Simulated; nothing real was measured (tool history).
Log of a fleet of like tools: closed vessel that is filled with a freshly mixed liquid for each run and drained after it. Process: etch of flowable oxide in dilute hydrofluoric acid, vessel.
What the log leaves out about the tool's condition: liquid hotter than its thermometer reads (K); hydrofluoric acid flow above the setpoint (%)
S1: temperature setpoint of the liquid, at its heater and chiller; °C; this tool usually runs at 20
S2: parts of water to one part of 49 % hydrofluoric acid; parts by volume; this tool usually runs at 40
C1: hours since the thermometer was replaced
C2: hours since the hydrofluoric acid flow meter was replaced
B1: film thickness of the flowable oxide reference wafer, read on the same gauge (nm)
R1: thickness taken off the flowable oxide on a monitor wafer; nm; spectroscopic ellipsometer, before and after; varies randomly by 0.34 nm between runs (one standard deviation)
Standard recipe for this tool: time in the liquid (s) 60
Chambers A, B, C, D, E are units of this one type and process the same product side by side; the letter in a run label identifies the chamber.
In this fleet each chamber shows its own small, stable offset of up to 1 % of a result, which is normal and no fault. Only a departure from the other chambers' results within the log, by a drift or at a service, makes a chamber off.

Run 1D, day 0.275: usual settings; C1 1340.2; C2 281.6; B1 140.01. Result: R1 41.490 nm.
Run 2B, day 0.771: usual settings; C1 757.1; C2 1234.2; B1 139.99. Result: R1 41.148 nm.
Run 3A, day 1.246: usual settings; C1 937.7; C2 214.9; B1 140.01. Result: R1 41.503 nm.
Run 4E, day 1.471: usual settings; C1 1451.8; C2 1155.9; B1 140.00. Result: R1 41.113 nm.
Run 5C, day 1.862: usual settings but S2 50 parts by volume; C1 1061.1; C2 1186.6; B1 140.00. Result: R1 32.829 nm.
Run 6C, day 2.329: usual settings but S2 50 parts by volume; C1 1072.3; C2 1197.8; B1 140.03. Result: R1 32.452 nm.
Run 7D, day 2.750: usual settings but S2 50 parts by volume; C1 1399.6; C2 341.0; B1 139.98. Result: R1 32.410 nm.
Run 8E, day 3.000: usual settings but S2 50 parts by volume; C1 1488.5; C2 1192.6; B1 140.01. Result: R1 32.395 nm.
Run 9A, day 3.221: usual settings but S2 50 parts by volume; C1 985.1; C2 262.3; B1 139.96. Result: R1 32.695 nm.
Run 10B, day 3.483: usual settings; C1 822.2; C2 1299.3; B1 139.99. Result: R1 41.446 nm.
Run 11E, day 3.775: usual settings; C1 1507.1; C2 1211.2; B1 139.99. Result: R1 40.827 nm.
Run 12A, day 4.054: usual settings; C1 1005.1; C2 282.3; B1 140.00. Result: R1 41.845 nm.
Run 13B, day 4.379: usual settings; C1 843.7; C2 1320.8; B1 140.01. Result: R1 41.468 nm.
Run 14D, day 4.629: usual settings; C1 1444.7; C2 386.1; B1 140.01. Result: R1 41.162 nm.
Run 15C, day 4.896: usual settings; C1 1133.9; C2 1259.4; B1 139.98. Result: R1 41.663 nm.
Run 16B, day 5.162: usual settings; C1 862.5; C2 1339.6; B1 139.99. Result: R1 41.131 nm.
Run 17A, day 5.442: usual settings; C1 1038.4; C2 315.6; B1 140.00. Result: R1 41.509 nm.
At day 5.688: chamber B: thermometer replaced.
Run 18E, day 5.825: usual settings; C1 1556.3; C2 1260.4; B1 140.00. Result: R1 42.444 nm.
Run 19D, day 6.258: usual settings; C1 1483.8; C2 425.2; B1 140.01. Result: R1 41.281 nm.
Run 20C, day 6.579: usual settings; C1 1174.3; C2 1299.8; B1 139.99. Result: R1 41.947 nm.
Run 21C, day 7.021: usual settings; C1 1184.9; C2 1310.4; B1 139.99. Result: R1 41.888 nm.
Run 22B, day 7.467: usual settings; C1 42.7; C2 1394.9; B1 140.02. Result: R1 41.236 nm.
At day 7.562: chamber D: thermometer replaced.
Run 23A, day 7.862: usual settings; C1 1096.5; C2 373.7; B1 139.99. Result: R1 42.186 nm.
Run 24E, day 8.262: usual settings; C1 1614.8; C2 1318.9; B1 140.00. Result: R1 42.480 nm.
Run 25D, day 8.754: usual settings; C1 28.6; C2 485.1; B1 140.03. Result: R1 41.182 nm.
Run 26B, day 9.083: usual settings; C1 81.5; C2 1433.7; B1 140.02. Result: R1 41.283 nm.
Run 27C, day 9.338: usual settings; C1 1240.5; C2 1366.0; B1 140.01. Result: R1 41.342 nm.
Run 28E, day 9.812: usual settings; C1 1652.0; C2 1356.1; B1 139.97. Result: R1 43.376 nm.
Run 29A, day 10.200: usual settings; C1 1152.6; C2 429.8; B1 139.99. Result: R1 41.450 nm.
Run 30D, day 10.592: usual settings; C1 72.7; C2 529.2; B1 140.00. Result: R1 41.097 nm.
Run 31D, day 10.962: usual settings; C1 81.6; C2 538.1; B1 140.04. Result: R1 41.114 nm.
Run 32A, day 11.429: usual settings; C1 1182.1; C2 459.3; B1 139.99. Result: R1 41.570 nm.
Run 33E, day 11.842: usual settings but S1 23 °C, time in the liquid (s) 50; C1 1700.7; C2 1404.8; B1 140.02. Result: R1 41.496 nm.
Run 34C, day 12.071: usual settings but S1 23 °C, time in the liquid (s) 50; C1 1306.1; C2 1431.6; B1 140.02. Result: R1 39.400 nm.
Run 35B, day 12.538: usual settings but S1 23 °C, time in the liquid (s) 50; C1 164.4; C2 1516.6; B1 139.99. Result: R1 39.493 nm.
Run 36E, day 12.967: usual settings but S1 23 °C, time in the liquid (s) 50; C1 1727.7; C2 1431.8; B1 140.00. Result: R1 40.887 nm.

Predict what each chamber gives when all 5 of them run the settings below next.
Run 37A, day 13.321: usual settings but S2 45 parts by volume. Result: R1 ?.
Run 37B, day 13.321: usual settings but S2 45 parts by volume. Result: R1 ?.
Run 37C, day 13.321: usual settings but S2 45 parts by volume. Result: R1 ?.
Run 37D, day 13.321: usual settings but S2 45 parts by volume. Result: R1 ?.
Run 37E, day 13.321: usual settings but S2 45 parts by volume. Result: R1 ?.

run      R1
37A  36.537
37B  36.148
37C  36.682
37D  36.453
37E  38.951

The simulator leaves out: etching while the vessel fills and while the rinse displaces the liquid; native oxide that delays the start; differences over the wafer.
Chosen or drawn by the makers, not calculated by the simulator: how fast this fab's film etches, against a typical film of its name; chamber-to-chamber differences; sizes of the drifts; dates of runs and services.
